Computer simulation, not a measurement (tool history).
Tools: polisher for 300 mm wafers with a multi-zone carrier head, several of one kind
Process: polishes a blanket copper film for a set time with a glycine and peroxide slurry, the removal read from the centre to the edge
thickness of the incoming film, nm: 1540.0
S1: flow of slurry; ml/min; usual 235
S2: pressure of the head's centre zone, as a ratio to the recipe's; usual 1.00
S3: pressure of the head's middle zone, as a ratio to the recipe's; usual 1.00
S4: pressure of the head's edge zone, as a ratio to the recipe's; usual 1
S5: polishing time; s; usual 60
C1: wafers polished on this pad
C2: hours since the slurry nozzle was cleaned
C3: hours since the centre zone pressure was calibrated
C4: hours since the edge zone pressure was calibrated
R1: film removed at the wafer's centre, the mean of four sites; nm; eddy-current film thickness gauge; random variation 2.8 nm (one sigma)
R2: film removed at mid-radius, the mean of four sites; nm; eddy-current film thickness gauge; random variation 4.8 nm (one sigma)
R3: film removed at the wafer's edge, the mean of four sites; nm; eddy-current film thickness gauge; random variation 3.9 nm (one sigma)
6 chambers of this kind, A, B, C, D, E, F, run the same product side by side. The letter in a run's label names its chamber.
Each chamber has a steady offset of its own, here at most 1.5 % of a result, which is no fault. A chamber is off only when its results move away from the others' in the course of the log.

At hour 5.0: chamber D: centre zone pressure recalibrated.
Run 1D, hour 12.3: usual settings; C1 148; C2 330.1; C3 7.3; C4 787.6. Result: R1 336.84 nm, R2 348.59 nm, R3 330.22 nm.
At hour 13.8: chamber F: worn pad replaced by a new one.
At hour 15.1: chamber E: edge zone pressure recalibrated.
Run 2E, hour 26.8: usual settings; C1 536; C2 235.0; C3 989.0; C4 11.8. Result: R1 335.67 nm, R2 338.09 nm, R3 330.18 nm.
Run 3C, hour 33.4: usual settings; C1 1116; C2 540.7; C3 339.5; C4 514.0. Result: R1 343.57 nm, R2 340.62 nm, R3 341.44 nm.
Run 4A, hour 40.1: usual settings; C1 1095; C2 267.9; C3 383.9; C4 1016.7. Result: R1 341.03 nm, R2 339.25 nm, R3 335.83 nm.
At hour 44.8: chamber C: edge zone pressure recalibrated.
At hour 47.8: chamber A: worn pad replaced by a new one.
Run 5B, hour 48.1: usual settings; C1 687; C2 134.2; C3 1409.2; C4 196.6. Result: R1 339.14 nm, R2 349.27 nm, R3 338.49 nm.
At hour 49.1: chamber C: worn pad replaced by a new one.
At hour 54.8: chamber E: worn pad replaced by a new one.
Run 6F, hour 58.7: usual settings; C1 492; C2 660.5; C3 1060.4; C4 333.9. Result: R1 331.72 nm, R2 334.80 nm, R3 339.52 nm.
At hour 62.7: chamber E: slurry nozzle cleaned.
Run 7E, hour 70.6: usual settings; C1 173; C2 7.9; C3 1032.8; C4 55.6. Result: R1 336.72 nm, R2 340.37 nm, R3 335.78 nm.
At hour 71.0: chamber B: worn pad replaced by a new one.
At hour 77.4: chamber D: worn pad replaced by a new one.
Run 8C, hour 82.7: usual settings; C1 369; C2 590.0; C3 388.8; C4 38.0. Result: R1 338.52 nm, R2 344.45 nm, R3 340.47 nm.
At hour 84.9: chamber D: edge zone pressure recalibrated.
Run 9B, hour 94.5: usual settings; C1 257; C2 180.6; C3 1455.6; C4 243.0. Result: R1 333.86 nm, R2 340.92 nm, R3 344.98 nm.
At hour 97.2: chamber B: centre zone pressure recalibrated.
At hour 99.4: chamber F: slurry nozzle cleaned.
Run 10D, hour 105.4: usual settings; C1 307; C2 423.2; C3 100.4; C4 20.5. Result: R1 337.34 nm, R2 339.05 nm, R3 340.59 nm.
Run 11A, hour 116.1: usual settings; C1 749; C2 343.9; C3 459.9; C4 1092.7. Result: R1 337.37 nm, R2 338.90 nm, R3 340.27 nm.
Run 12F, hour 126.8: usual settings; C1 1238; C2 27.4; C3 1128.5; C4 402.0. Result: R1 343.02 nm, R2 342.82 nm, R3 340.28 nm.
At hour 137.8: chamber E: worn pad replaced by a new one.
Run 13D, hour 141.1: usual settings; C1 698; C2 458.9; C3 136.1; C4 56.2. Result: R1 337.84 nm, R2 341.95 nm, R3 338.19 nm.
At hour 142.3: chamber F: worn pad replaced by a new one.
At hour 145.4: chamber A: centre zone pressure recalibrated.
At hour 145.8: chamber C: worn pad replaced by a new one.
Run 14F, hour 151.8: usual settings; C1 105; C2 52.4; C3 1153.5; C4 427.0. Result: R1 334.15 nm, R2 335.18 nm, R3 339.72 nm.
At hour 152.9: chamber B: worn pad replaced by a new one.
At hour 156.3: chamber A: worn pad replaced by a new one.
At hour 159.6: chamber D: worn pad replaced by a new one.
Run 15C, hour 166.3: usual settings; C1 224; C2 673.6; C3 472.4; C4 121.6. Result: R1 344.97 nm, R2 346.94 nm, R3 338.39 nm.
Run 16B, hour 176.1: usual settings but S2 0.89, S5 79 s; C1 255; C2 262.2; C3 79.0; C4 324.6. Result: R1 384.37 nm, R2 453.40 nm, R3 450.70 nm.
Run 17E, hour 191.0: usual settings but S2 0.89, S5 79 s; C1 583; C2 128.3; C3 1153.2; C4 176.0. Result: R1 398.36 nm, R2 443.31 nm, R3 448.91 nm.
At hour 199.4: chamber C: slurry nozzle cleaned.
Run 18A, hour 201.9: usual settings but S2 0.89, S5 79 s; C1 500; C2 429.7; C3 56.5; C4 1178.5. Result: R1 393.85 nm, R2 435.76 nm, R3 452.93 nm.
Run 19E, hour 211.4: usual settings but S2 0.89, S5 79 s; C1 806; C2 148.7; C3 1173.6; C4 196.4. Result: R1 388.91 nm, R2 446.28 nm, R3 449.37 nm.
At hour 217.9: chamber E: worn pad replaced by a new one.
Run 20D, hour 219.0: usual settings but S2 0.89, S5 79 s; C1 650; C2 536.8; C3 214.0; C4 134.1. Result: R1 391.30 nm, R2 455.09 nm, R3 444.88 nm.
Run 21F, hour 230.9: usual settings but S2 0.89, S5 79 s; C1 971; C2 131.5; C3 1232.6; C4 506.1. Result: R1 390.78 nm, R2 442.18 nm, R3 442.97 nm.
At hour 242.2: chamber C: worn pad replaced by a new one.
Run 22A, hour 243.2: usual settings; C1 952; C2 471.0; C3 97.8; C4 1219.8. Result: R1 340.27 nm, R2 329.95 nm, R3 334.97 nm.
At hour 246.7: chamber B: worn pad replaced by a new one.
Run 23B, hour 252.2: usual settings; C1 61; C2 338.3; C3 155.1; C4 400.7. Result: R1 336.31 nm, R2 342.69 nm, R3 334.25 nm.
At hour 257.5: chamber C: centre zone pressure recalibrated.
At hour 261.9: chamber D: worn pad replaced by a new one.
Run 24C, hour 264.6: usual settings; C1 245; C2 65.2; C3 7.1; C4 219.9. Result: R1 337.09 nm, R2 343.15 nm, R3 335.25 nm.
Run 25F, hour 274.6: usual settings; C1 1450; C2 175.2; C3 1276.3; C4 549.8. Result: R1 341.71 nm, R2 338.23 nm, R3 346.19 nm.
Run 26B, hour 287.0: usual settings but S1 160 ml/min, S3 1.04; C1 442; C2 373.1; C3 189.9; C4 435.5. Result: R1 314.65 nm, R2 333.55 nm, R3 327.45 nm.
At hour 291.0: chamber F: worn pad replaced by a new one.
At hour 292.3: chamber A: worn pad replaced by a new one.
Run 27E, hour 293.6: usual settings but S1 160 ml/min, S3 1.04; C1 830; C2 230.9; C3 1255.8; C4 278.6. Result: R1 314.35 nm, R2 327.50 nm, R3 328.59 nm.
Run 28C, hour 306.4: usual settings but S1 160 ml/min, S3 1.04; C1 703; C2 107.0; C3 48.9; C4 261.7. Result: R1 319.85 nm, R2 338.18 nm, R3 326.33 nm.
At hour 307.8: chamber A: slurry nozzle cleaned.
At hour 315.8: chamber E: worn pad replaced by a new one.
Run 29D, hour 317.1: usual settings but S1 160 ml/min, S3 1.04; C1 605; C2 634.9; C3 312.1; C4 232.2. Result: R1 313.77 nm, R2 330.60 nm, R3 320.52 nm.
Run 30A, hour 327.3: usual settings but S1 160 ml/min, S3 1.04; C1 383; C2 19.6; C3 181.9; C4 1303.9. Result: R1 323.21 nm, R2 333.68 nm, R3 324.73 nm.
At hour 333.9: chamber F: centre zone pressure recalibrated.
Run 31B, hour 339.5: usual settings but S1 160 ml/min, S3 1.04; C1 1017; C2 425.6; C3 242.4; C4 488.0. Result: R1 319.46 nm, R2 340.88 nm, R3 329.48 nm.
At hour 342.2: chamber B: worn pad replaced by a new one.
At hour 347.5: chamber D: worn pad replaced by a new one.
At hour 349.2: chamber F: edge zone pressure recalibrated.
Run 32F, hour 349.3: usual settings; C1 639; C2 249.9; C3 15.4; C4 0.2. Result: R1 335.58 nm, R2 335.64 nm, R3 339.80 nm.
At hour 352.6: chamber E: slurry nozzle cleaned.
At hour 357.7: chamber C: worn pad replaced by a new one.
Run 33A, hour 359.1: usual settings but S1 185 ml/min, S2 1.08; C1 731; C2 51.4; C3 213.7; C4 1335.7. Result: R1 353.89 nm, R2 332.64 nm, R3 331.26 nm.
Run 34E, hour 366.2: usual settings but S1 185 ml/min, S2 1.08; C1 552; C2 13.6; C3 1328.4; C4 351.2. Result: R1 352.05 nm, R2 325.15 nm, R3 331.50 nm.
Run 35D, hour 378.4: usual settings but S1 185 ml/min, S2 1.08; C1 339; C2 696.2; C3 373.4; C4 293.5. Result: R1 350.59 nm, R2 324.54 nm, R3 327.10 nm.
At hour 380.2: chamber E: edge zone pressure recalibrated.
At hour 387.7: chamber E: centre zone pressure recalibrated.
Run 36C, hour 389.8: usual settings but S1 185 ml/min, S2 1.08; C1 351; C2 190.4; C3 132.3; C4 345.1. Result: R1 354.05 nm, R2 328.10 nm, R3 323.60 nm.
Run 37C, hour 399.1: usual settings but S1 185 ml/min, S2 1.08; C1 453; C2 199.7; C3 141.6; C4 354.4. Result: R1 353.42 nm, R2 329.21 nm, R3 333.22 nm.
At hour 405.3: chamber E: worn pad replaced by a new one.
At hour 406.5: chamber A: worn pad replaced by a new one.
Run 38A, hour 408.4: usual settings but S1 185 ml/min, S2 1.08; C1 21; C2 100.7; C3 263.0; C4 1385.0. Result: R1 357.72 nm, R2 326.15 nm, R3 334.83 nm.
At hour 416.3: chamber F: worn pad replaced by a new one.
Run 39B, hour 417.5: usual settings; C1 825; C2 503.6; C3 320.4; C4 566.0. Result: R1 338.16 nm, R2 348.59 nm, R3 339.36 nm.
Run 40F, hour 424.7: usual settings; C1 93; C2 325.3; C3 90.8; C4 75.6. Result: R1 335.72 nm, R2 335.67 nm, R3 341.83 nm.
At hour 427.1: chamber D: worn pad replaced by a new one.
At hour 429.6: chamber D: slurry nozzle cleaned.
Run 41D, hour 438.0: usual settings; C1 120; C2 8.5; C3 433.0; C4 353.1. Result: R1 342.27 nm, R2 344.63 nm, R3 335.33 nm.
Run 42E, hour 445.4: usual settings; C1 439; C2 92.8; C3 57.8; C4 65.3. Result: R1 339.89 nm, R2 340.49 nm, R3 339.83 nm.

All 6 chambers run these settings next. Forecast each chamber's results:
Run 43A, hour 456.0: usual settings but S1 190 ml/min. Result: R1 ?, R2 ?, R3 ?.
Run 43B, hour 456.0: usual settings but S1 190 ml/min. Result: R1 ?, R2 ?, R3 ?.
Run 43C, hour 456.0: usual settings but S1 190 ml/min. Result: R1 ?, R2 ?, R3 ?.
Run 43D, hour 456.0: usual settings but S1 190 ml/min. Result: R1 ?, R2 ?, R3 ?.
Run 43E, hour 456.0: usual settings but S1 190 ml/min. Result: R1 ?, R2 ?, R3 ?.
Run 43F, hour 456.0: usual settings but S1 190 ml/min. Result: R1 ?, R2 ?, R3 ?.

run      R1      R2      R3
43A  333.38  330.30  340.28
43B  328.44  330.70  329.93
43C  325.16  330.25  325.41
43D  329.04  335.22  338.32
43E  323.88  333.35  335.31
43F  327.49  327.36  331.04

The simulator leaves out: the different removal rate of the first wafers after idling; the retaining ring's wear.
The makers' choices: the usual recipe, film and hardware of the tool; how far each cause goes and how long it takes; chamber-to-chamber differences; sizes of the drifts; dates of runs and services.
